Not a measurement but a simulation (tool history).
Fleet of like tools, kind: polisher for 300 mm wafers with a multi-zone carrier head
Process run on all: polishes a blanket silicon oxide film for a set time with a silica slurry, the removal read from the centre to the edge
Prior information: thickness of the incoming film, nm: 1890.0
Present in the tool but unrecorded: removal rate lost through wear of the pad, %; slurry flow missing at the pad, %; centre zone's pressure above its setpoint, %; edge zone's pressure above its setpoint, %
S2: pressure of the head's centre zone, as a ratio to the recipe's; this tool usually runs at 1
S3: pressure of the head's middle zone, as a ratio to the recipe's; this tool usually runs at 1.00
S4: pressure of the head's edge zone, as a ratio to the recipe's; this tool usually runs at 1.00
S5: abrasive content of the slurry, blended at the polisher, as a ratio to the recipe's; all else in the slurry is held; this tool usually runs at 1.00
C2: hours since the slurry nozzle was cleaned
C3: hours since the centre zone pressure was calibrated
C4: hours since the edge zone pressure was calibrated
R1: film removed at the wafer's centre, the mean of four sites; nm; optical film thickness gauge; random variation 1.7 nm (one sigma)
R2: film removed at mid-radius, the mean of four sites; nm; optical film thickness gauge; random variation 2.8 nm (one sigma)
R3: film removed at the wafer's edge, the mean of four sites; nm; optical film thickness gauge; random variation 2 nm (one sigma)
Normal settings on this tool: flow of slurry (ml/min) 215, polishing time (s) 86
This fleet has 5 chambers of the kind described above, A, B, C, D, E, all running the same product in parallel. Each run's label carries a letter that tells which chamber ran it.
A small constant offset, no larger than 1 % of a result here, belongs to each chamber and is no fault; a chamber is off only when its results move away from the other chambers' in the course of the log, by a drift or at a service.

-- hour=0.9 chamber A: centre zone pressure recalibrated
run 1E hour=5.9 | flow_of_slurry_(ml/min)=215 S2=1 S3=1.00 S4=1.00 S5=1.00 polishing_time_(s)=86 | wafers_polished_on_this_pad=877 C2=34.1 C3=462.1 C4=324.2 | R1=236.38 R2=240.87 R3=238.14
run 2D hour=15.9 | flow_of_slurry_(ml/min)=215 S2=1 S3=1.00 S4=1.00 S5=1.00 polishing_time_(s)=86 | wafers_polished_on_this_pad=1301 C2=323.8 C3=665.9 C4=1027.5 | R1=238.39 R2=237.73 R3=236.87
-- hour=20.7 chamber E: worn pad replaced by a new one
run 3B hour=28.1 | flow_of_slurry_(ml/min)=215 S2=1 S3=1.00 S4=1.00 S5=1.00 polishing_time_(s)=86 | wafers_polished_on_this_pad=430 C2=80.2 C3=897.6 C4=176.0 | R1=237.68 R2=234.81 R3=240.34
run 4A hour=37.0 | flow_of_slurry_(ml/min)=215 S2=1 S3=1.00 S4=1.00 S5=1.00 polishing_time_(s)=86 | wafers_polished_on_this_pad=761 C2=91.2 C3=36.1 C4=934.1 | R1=238.79 R2=244.48 R3=235.55
-- hour=37.5 chamber C: worn pad replaced by a new one
-- hour=39.6 chamber D: worn pad replaced by a new one
run 5C hour=45.8 | flow_of_slurry_(ml/min)=215 S2=1 S3=1.00 S4=1.00 S5=0.75 polishing_time_(s)=86 | wafers_polished_on_this_pad=105 C2=376.9 C3=132.2 C4=638.1 | R1=209.54 R2=213.61 R3=207.31
run 6D hour=52.4 | flow_of_slurry_(ml/min)=215 S2=1 S3=1.00 S4=1.00 S5=0.75 polishing_time_(s)=86 | wafers_polished_on_this_pad=161 C2=360.3 C3=702.4 C4=1064.0 | R1=206.63 R2=208.82 R3=207.91
-- hour=52.8 chamber A: worn pad replaced by a new one
-- hour=60.4 chamber B: worn pad replaced by a new one
run 7A hour=61.6 | flow_of_slurry_(ml/min)=215 S2=1 S3=1.00 S4=1.00 S5=0.75 polishing_time_(s)=86 | wafers_polished_on_this_pad=111 C2=115.8 C3=60.7 C4=958.7 | R1=205.93 R2=203.59 R3=203.79
run 8C hour=69.4 | flow_of_slurry_(ml/min)=215 S2=1 S3=1.00 S4=1.00 S5=0.75 polishing_time_(s)=86 | wafers_polished_on_this_pad=402 C2=400.5 C3=155.8 C4=661.7 | R1=206.22 R2=207.14 R3=207.90
run 9B hour=75.8 | flow_of_slurry_(ml/min)=215 S2=1 S3=1.00 S4=1.00 S5=0.75 polishing_time_(s)=86 | wafers_polished_on_this_pad=194 C2=127.9 C3=945.3 C4=223.7 | R1=206.71 R2=209.41 R3=212.40
-- hour=82.7 chamber D: slurry nozzle cleaned
run 10E hour=85.0 | flow_of_slurry_(ml/min)=215 S2=1 S3=1.00 S4=1.00 S5=1.00 polishing_time_(s)=86 | wafers_polished_on_this_pad=809 C2=113.2 C3=541.2 C4=403.3 | R1=243.40 R2=241.16 R3=239.19
run 11E hour=96.1 | flow_of_slurry_(ml/min)=155 S2=1 S3=1.00 S4=0.91 S5=1.00 polishing_time_(s)=86 | wafers_polished_on_this_pad=949 C2=124.3 C3=552.3 C4=414.4 | R1=229.20 R2=231.76 R3=219.91
run 12D hour=102.8 | flow_of_slurry_(ml/min)=155 S2=1 S3=1.00 S4=0.91 S5=1.00 polishing_time_(s)=86 | wafers_polished_on_this_pad=795 C2=20.1 C3=752.8 C4=1114.4 | R1=225.42 R2=224.25 R3=216.35
-- hour=103.4 chamber E: worn pad replaced by a new one
-- hour=108.1 chamber C: worn pad replaced by a new one
run 13C hour=114.0 | flow_of_slurry_(ml/min)=155 S2=1 S3=1.00 S4=0.91 S5=1.00 polishing_time_(s)=86 | wafers_polished_on_this_pad=74 C2=445.1 C3=200.4 C4=706.3 | R1=229.46 R2=228.95 R3=219.02
run 14B hour=122.6 | flow_of_slurry_(ml/min)=155 S2=1 S3=1.00 S4=0.91 S5=1.00 polishing_time_(s)=86 | wafers_polished_on_this_pad=783 C2=174.7 C3=992.1 C4=270.5 | R1=222.80 R2=223.57 R3=217.19
run 15A hour=134.0 | flow_of_slurry_(ml/min)=155 S2=1 S3=1.00 S4=0.91 S5=1.00 polishing_time_(s)=86 | wafers_polished_on_this_pad=1022 C2=188.2 C3=133.1 C4=1031.1 | R1=225.65 R2=225.48 R3=222.47
-- hour=140.4 chamber A: worn pad replaced by a new one
-- hour=142.7 chamber C: edge zone pressure recalibrated
-- hour=146.1 chamber D: worn pad replaced by a new one
-- hour=146.5 chamber B: worn pad replaced by a new one
run 16A hour=146.5 | flow_of_slurry_(ml/min)=215 S2=1 S3=1.00 S4=1.00 S5=1.00 polishing_time_(s)=86 | wafers_polished_on_this_pad=77 C2=200.7 C3=145.6 C4=1043.6 | R1=236.08 R2=241.39 R3=241.16
run 17E hour=157.0 | flow_of_slurry_(ml/min)=215 S2=1 S3=1.00 S4=1.00 S5=1.00 polishing_time_(s)=86 | wafers_polished_on_this_pad=675 C2=185.2 C3=613.2 C4=475.3 | R1=242.65 R2=241.76 R3=243.08
-- hour=165.5 chamber D: centre zone pressure recalibrated
run 18B hour=166.5 | flow_of_slurry_(ml/min)=215 S2=1 S3=1.00 S4=1.00 S5=1.00 polishing_time_(s)=86 | wafers_polished_on_this_pad=252 C2=218.6 C3=1036.0 C4=314.4 | R1=240.13 R2=233.76 R3=239.50
-- hour=168.8 chamber E: centre zone pressure recalibrated
run 19D hour=179.2 | flow_of_slurry_(ml/min)=215 S2=1 S3=1.00 S4=1.00 S5=1.00 polishing_time_(s)=86 | wafers_polished_on_this_pad=417 C2=96.5 C3=13.7 C4=1190.8 | R1=241.08 R2=239.96 R3=238.47
-- hour=181.7 chamber E: worn pad replaced by a new one
-- hour=182.8 chamber C: worn pad replaced by a new one
run 20C hour=185.3 | flow_of_slurry_(ml/min)=215 S2=1 S3=1.00 S4=1.00 S5=1.00 polishing_time_(s)=86 | wafers_polished_on_this_pad=31 C2=516.4 C3=271.7 C4=42.6 | R1=239.67 R2=242.89 R3=240.35
run 21D hour=198.3 | flow_of_slurry_(ml/min)=215 S2=1 S3=1.00 S4=1.00 S5=1.00 polishing_time_(s)=86 | wafers_polished_on_this_pad=657 C2=115.6 C3=32.8 C4=1209.9 | R1=241.40 R2=243.10 R3=241.60
run 22A hour=205.2 | flow_of_slurry_(ml/min)=215 S2=1 S3=1.00 S4=1.00 S5=1.00 polishing_time_(s)=105 | wafers_polished_on_this_pad=815 C2=259.4 C3=204.3 C4=1102.3 | R1=291.78 R2=285.73 R3=287.30
run 23B hour=212.9 | flow_of_slurry_(ml/min)=215 S2=1 S3=1.00 S4=1.00 S5=1.00 polishing_time_(s)=105 | wafers_polished_on_this_pad=835 C2=265.0 C3=1082.4 C4=360.8 | R1=293.07 R2=291.32 R3=290.53
-- hour=213.4 chamber B: worn pad replaced by a new one
-- hour=221.4 chamber B: slurry nozzle cleaned
run 24C hour=222.2 | flow_of_slurry_(ml/min)=215 S2=1 S3=1.00 S4=1.00 S5=1.00 polishing_time_(s)=105 | wafers_polished_on_this_pad=496 C2=553.3 C3=308.6 C4=79.5 | R1=291.86 R2=298.77 R3=290.83
-- hour=222.8 chamber A: worn pad replaced by a new one
run 25E hour=234.0 | flow_of_slurry_(ml/min)=215 S2=1 S3=1.00 S4=1.00 S5=1.00 polishing_time_(s)=105 | wafers_polished_on_this_pad=658 C2=262.2 C3=65.3 C4=552.3 | R1=319.40 R2=288.37 R3=293.17
run 26C hour=246.4 | flow_of_slurry_(ml/min)=215 S2=1 S3=1.00 S4=1.00 S5=1.00 polishing_time_(s)=105 | wafers_polished_on_this_pad=800 C2=577.5 C3=332.8 C4=103.7 | R1=290.43 R2=291.48 R3=291.49
-- hour=253.4 chamber E: worn pad replaced by a new one
run 27B hour=258.5 | flow_of_slurry_(ml/min)=215 S2=1 S3=1.00 S4=1.00 S5=1.00 polishing_time_(s)=86 | wafers_polished_on_this_pad=568 C2=37.1 C3=1128.0 C4=406.4 | R1=240.91 R2=237.37 R3=240.95
-- hour=264.6 chamber E: slurry nozzle cleaned
run 28D hour=264.7 | flow_of_slurry_(ml/min)=215 S2=1 S3=1.00 S4=1.00 S5=1.00 polishing_time_(s)=86 | wafers_polished_on_this_pad=1492 C2=182.0 C3=99.2 C4=1276.3 | R1=238.97 R2=243.13 R3=239.97
-- hour=268.6 chamber D: worn pad replaced by a new one
-- hour=270.1 chamber C: worn pad replaced by a new one
run 29A hour=274.6 | flow_of_slurry_(ml/min)=215 S2=1 S3=1.00 S4=1.00 S5=1.00 polishing_time_(s)=86 | wafers_polished_on_this_pad=651 C2=328.8 C3=273.7 C4=1171.7 | R1=237.66 R2=233.81 R3=238.60
run 30E hour=286.7 | flow_of_slurry_(ml/min)=215 S2=1 S3=1.00 S4=1.00 S5=1.00 polishing_time_(s)=86 | wafers_polished_on_this_pad=418 C2=22.1 C3=118.0 C4=605.0 | R1=263.51 R2=238.93 R3=236.75
run 31D hour=295.6 | flow_of_slurry_(ml/min)=215 S2=1 S3=1.00 S4=1.00 S5=1.00 polishing_time_(s)=86 | wafers_polished_on_this_pad=339 C2=212.9 C3=130.1 C4=1307.2 | R1=241.53 R2=241.13 R3=242.48
-- hour=296.6 chamber B: worn pad replaced by a new one
-- hour=297.7 chamber A: worn pad replaced by a new one
run 32A hour=305.4 | flow_of_slurry_(ml/min)=215 S2=1 S3=1.00 S4=1.00 S5=1.00 polishing_time_(s)=86 | wafers_polished_on_this_pad=97 C2=359.6 C3=304.5 C4=1202.5 | R1=239.59 R2=244.15 R3=237.08
run 33C hour=315.3 | flow_of_slurry_(ml/min)=215 S2=1 S3=1.00 S4=1.00 S5=1.00 polishing_time_(s)=86 | wafers_polished_on_this_pad=568 C2=646.4 C3=401.7 C4=172.6 | R1=240.52 R2=241.36 R3=238.40
run 34E hour=326.5 | flow_of_slurry_(ml/min)=215 S2=1 S3=1.00 S4=0.95 S5=0.80 polishing_time_(s)=86 | wafers_polished_on_this_pad=919 C2=61.9 C3=157.8 C4=644.8 | R1=235.79 R2=214.43 R3=210.68
run 35B hour=336.6 | flow_of_slurry_(ml/min)=215 S2=1 S3=1.00 S4=0.95 S5=0.80 polishing_time_(s)=86 | wafers_polished_on_this_pad=503 C2=115.2 C3=1206.1 C4=484.5 | R1=215.70 R2=213.87 R3=209.87
-- hour=340.4 chamber E: worn pad replaced by a new one
run 36C hour=349.3 | flow_of_slurry_(ml/min)=215 S2=1 S3=1.00 S4=0.95 S5=0.80 polishing_time_(s)=86 | wafers_polished_on_this_pad=996 C2=680.4 C3=435.7 C4=206.6 | R1=214.15 R2=217.54 R3=211.00
run 37D hour=361.4 | flow_of_slurry_(ml/min)=215 S2=1 S3=1.00 S4=0.95 S5=0.80 polishing_time_(s)=86 | wafers_polished_on_this_pad=1167 C2=278.7 C3=195.9 C4=1373.0 | R1=213.24 R2=217.91 R3=210.81
run 38E hour=369.9 | flow_of_slurry_(ml/min)=215 S2=1 S3=1.00 S4=0.95 S5=0.80 polishing_time_(s)=86 | wafers_polished_on_this_pad=371 C2=105.3 C3=201.2 C4=688.2 | R1=235.30 R2=218.50 R3=209.46
run 39B hour=382.4 | flow_of_slurry_(ml/min)=150 S2=1 S3=1.00 S4=0.90 S5=1.00 polishing_time_(s)=86 | wafers_polished_on_this_pad=1079 C2=161.0 C3=1251.9 C4=530.3 | R1=222.81 R2=224.77 R3=215.67

Next, every chamber runs the same settings. What will each give?
run 40A hour=392.2 | flow_of_slurry_(ml/min)=215 S2=1 S3=0.96 S4=1.00 S5=1.00 polishing_time_(s)=86 | R1=? R2=? R3=?
run 40B hour=392.2 | flow_of_slurry_(ml/min)=215 S2=1 S3=0.96 S4=1.00 S5=1.00 polishing_time_(s)=86 | R1=? R2=? R3=?
run 40C hour=392.2 | flow_of_slurry_(ml/min)=215 S2=1 S3=0.96 S4=1.00 S5=1.00 polishing_time_(s)=86 | R1=? R2=? R3=?
run 40D hour=392.2 | flow_of_slurry_(ml/min)=215 S2=1 S3=0.96 S4=1.00 S5=1.00 polishing_time_(s)=86 | R1=? R2=? R3=?
run 40E hour=392.2 | flow_of_slurry_(ml/min)=215 S2=1 S3=0.96 S4=1.00 S5=1.00 polishing_time_(s)=86 | R1=? R2=? R3=?

run=40A R1=238.44 R2=230.52 R3=240.03
run=40B R1=237.36 R2=229.71 R3=238.83
run=40C R1=235.81 R2=230.11 R3=236.47
run=40D R1=239.02 R2=229.74 R3=236.15
run=40E R1=260.34 R2=234.39 R3=238.94
